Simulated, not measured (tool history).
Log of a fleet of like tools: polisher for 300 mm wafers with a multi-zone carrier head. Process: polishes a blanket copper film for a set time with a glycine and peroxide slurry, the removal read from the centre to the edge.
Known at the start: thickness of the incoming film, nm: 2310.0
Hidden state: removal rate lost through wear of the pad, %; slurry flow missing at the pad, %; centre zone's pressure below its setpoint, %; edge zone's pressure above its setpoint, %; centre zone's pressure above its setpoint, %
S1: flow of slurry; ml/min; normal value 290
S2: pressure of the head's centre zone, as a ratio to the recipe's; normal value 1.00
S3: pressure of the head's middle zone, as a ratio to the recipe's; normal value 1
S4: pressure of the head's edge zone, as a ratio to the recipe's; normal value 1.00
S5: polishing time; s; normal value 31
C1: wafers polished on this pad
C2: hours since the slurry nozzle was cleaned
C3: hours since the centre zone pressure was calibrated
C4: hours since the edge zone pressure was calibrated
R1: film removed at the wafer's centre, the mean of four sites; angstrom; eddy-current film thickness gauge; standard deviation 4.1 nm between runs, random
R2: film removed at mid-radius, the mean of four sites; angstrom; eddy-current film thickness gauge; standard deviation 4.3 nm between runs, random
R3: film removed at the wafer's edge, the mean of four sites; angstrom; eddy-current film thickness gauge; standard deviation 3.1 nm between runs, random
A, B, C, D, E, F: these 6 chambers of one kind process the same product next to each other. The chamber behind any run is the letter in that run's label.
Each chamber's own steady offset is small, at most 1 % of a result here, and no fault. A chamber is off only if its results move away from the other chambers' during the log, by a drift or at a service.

run,hour,S1,S2,S3,S4,S5,C1,C2,C3,C4,R1,R2,R3
# hour 0.4: chamber F: worn pad replaced by a new one
# hour 2.0: chamber D: worn pad replaced by a new one
1B,3.7,290,1.00,1,1.00,31,207,111.6,25.6,321.5,3013.7,2981.4,2986.9
2F,8.6,290,1.00,1,1.00,31,115,74.2,784.1,46.8,2939.8,3022.7,2996.9
3D,12.7,290,1.00,1,1.00,31,150,681.8,125.5,783.9,2996.6,2973.1,2993.3
4C,17.2,290,1.00,1,1.00,31,496,314.5,378.0,204.6,2924.0,2974.5,2941.2
5A,20.9,290,1.00,1,1.06,31,346,613.5,298.3,502.7,3068.7,2966.8,3076.9
6E,25.5,290,1.00,1,1.06,31,945,443.5,328.7,60.1,3053.9,2875.7,3077.6
7A,29.4,290,1.00,1,1.06,31,465,622.0,306.8,511.2,2949.1,2969.8,3100.9
8F,32.7,290,1.00,1,1.06,31,452,98.3,808.2,70.9,2954.4,3010.2,3077.2
9C,36.7,290,1.00,1,1.06,31,769,334.0,397.5,224.1,2938.5,3080.4,3104.0
10B,40.1,290,1.00,1,1.06,31,716,148.0,62.0,357.9,2947.8,2968.3,3145.0
11E,43.8,290,1.00,1,1.00,31,1201,461.8,347.0,78.4,3053.0,2983.4,2973.4
# hour 45.5: chamber E: worn pad replaced by a new one
12D,48.0,290,1.00,1,1.00,24,644,717.1,160.8,819.2,2278.8,2279.8,2320.0
13B,52.7,290,1.00,1,1.00,24,892,160.6,74.6,370.5,2277.0,2347.2,2327.2
14E,57.1,290,1.00,1,1.00,24,163,475.1,360.3,91.7,2353.2,2236.8,2350.5
# hour 59.4: chamber F: worn pad replaced by a new one
15F,62.0,290,1.00,1,1.00,24,37,127.6,837.5,100.2,2281.4,2302.7,2342.6
# hour 66.2: chamber D: worn pad replaced by a new one
16D,67.2,290,1.00,1,1.00,24,15,736.3,180.0,838.4,2334.4,2308.1,2344.0
17A,71.7,290,1.00,1,1.00,24,1056,664.3,349.1,553.5,2319.7,2351.5,2295.1
# hour 73.8: chamber B: worn pad replaced by a new one
18C,75.3,290,1.00,1,1.00,31,1309,372.6,436.1,262.7,2836.9,2861.6,2931.8
19D,80.3,290,1.00,1,1.00,31,198,749.4,193.1,851.5,2929.9,2908.0,2999.6
# hour 81.0: chamber A: worn pad replaced by a new one
20C,85.5,290,1.00,1,1.00,31,1451,382.8,446.3,272.9,2796.3,2905.5,2890.0
# hour 86.9: chamber E: centre zone pressure recalibrated
21A,89.3,290,1.00,1,1.00,31,116,681.9,366.7,571.1,3004.7,2987.7,2992.7
22B,95.0,290,1.00,1,1.00,31,296,202.9,116.9,412.8,3013.7,2950.8,3002.3
23E,99.7,290,1.00,1,1.00,31,759,517.7,12.9,134.3,2956.4,2885.2,2989.3
24F,102.6,290,1.00,1,1.00,31,605,168.2,878.1,140.8,2931.2,2982.6,2953.4
25E,107.4,290,1.00,1,1.00,31,867,525.4,20.6,142.0,3016.9,2984.6,2941.4
26D,112.8,290,1.00,1,1.00,31,653,781.9,225.6,884.0,2992.1,2912.5,2957.5
27A,116.1,290,1.00,1,1.00,31,491,708.7,393.5,597.9,3018.2,3039.7,2983.2
28B,119.2,290,1.04,1,1.00,31,635,227.1,141.1,437.0,3080.2,3037.1,3035.8
# hour 122.0: chamber F: worn pad replaced by a new one
29C,123.7,290,1.04,1,1.00,31,1986,421.0,484.5,311.1,2901.1,2798.4,2829.7
30F,126.9,290,1.04,1,1.00,31,68,192.5,902.4,165.1,3060.5,2911.1,2994.8
# hour 128.5: chamber E: worn pad replaced by a new one
# hour 131.1: chamber D: worn pad replaced by a new one
31A,131.1,290,1.04,1,1.00,31,701,723.7,408.5,612.9,3147.0,3029.4,2947.9
32E,135.7,290,1.04,1,1.00,31,101,553.7,48.9,170.3,3090.6,3034.2,2972.2
33D,141.5,290,1.04,1,1.00,31,146,810.6,254.3,912.7,3088.4,2975.5,2963.2
34B,145.9,290,1.00,1,1.00,31,1008,253.8,167.8,463.7,3061.5,2960.2,2972.0
35C,150.8,290,1.00,1,1.00,31,2365,448.1,511.6,338.2,2749.3,2812.5,2691.3
36F,154.7,375,1.00,1,1.00,31,457,220.3,930.2,192.9,3010.4,3056.6,3044.5
37D,157.9,375,1.00,1,1.00,31,375,827.0,270.7,929.1,3075.3,2989.7,3104.5
38B,162.0,375,1.00,1,1.00,31,1234,269.9,183.9,479.8,3091.4,3069.7,3020.0
39E,165.6,375,1.00,1,1.00,31,519,583.6,78.8,200.2,3003.1,2985.4,3012.5
40F,168.4,375,1.00,1,1.00,31,649,234.0,943.9,206.6,3069.0,3057.5,2998.3

One chamber off, gauge drift, or nothing amiss beyond the chambers' own small offsets? If it is a chamber, which one, and what is the likeliest cause?

Chamber C drifts away from the others.
Most likely cause: removal rate lost through wear of the pad, % = 9.61.

Here are 4 candidates for chamber C's next run, each the usual settings with a change, their results left as question marks. Which one brings its results back in line with what the others give on the usual settings?
In line means no further than this from the other chambers' mean on the usual settings: R1 140.0 angstrom; R2 150.0 angstrom; R3 110.0 angstrom
41C-1,172.8,295,1.01,1.01,1.00,34,,,,,?,?,?
41C-2,172.8,285,0.99,0.99,1.00,28,,,,,?,?,?
41C-3,172.8,290,1.00,1.00,1.00,32,,,,,?,?,?
41C-4,172.8,290,1.00,1.00,1.00,30,,,,,?,?,?

On the usual settings, the other chambers give on average: R1 2977.9 angstrom; R2 2977.1 angstrom; R3 2984.1 angstrom
run,R1,R2,R3
41C-1,3000.3,2977.0,2962.6
41C-2,2406.2,2397.9,2433.7
41C-3,2786.9,2771.2,2784.9
41C-4,2612.7,2598.0,2610.9
With 41C-1, the chamber falls back in line with the rest.
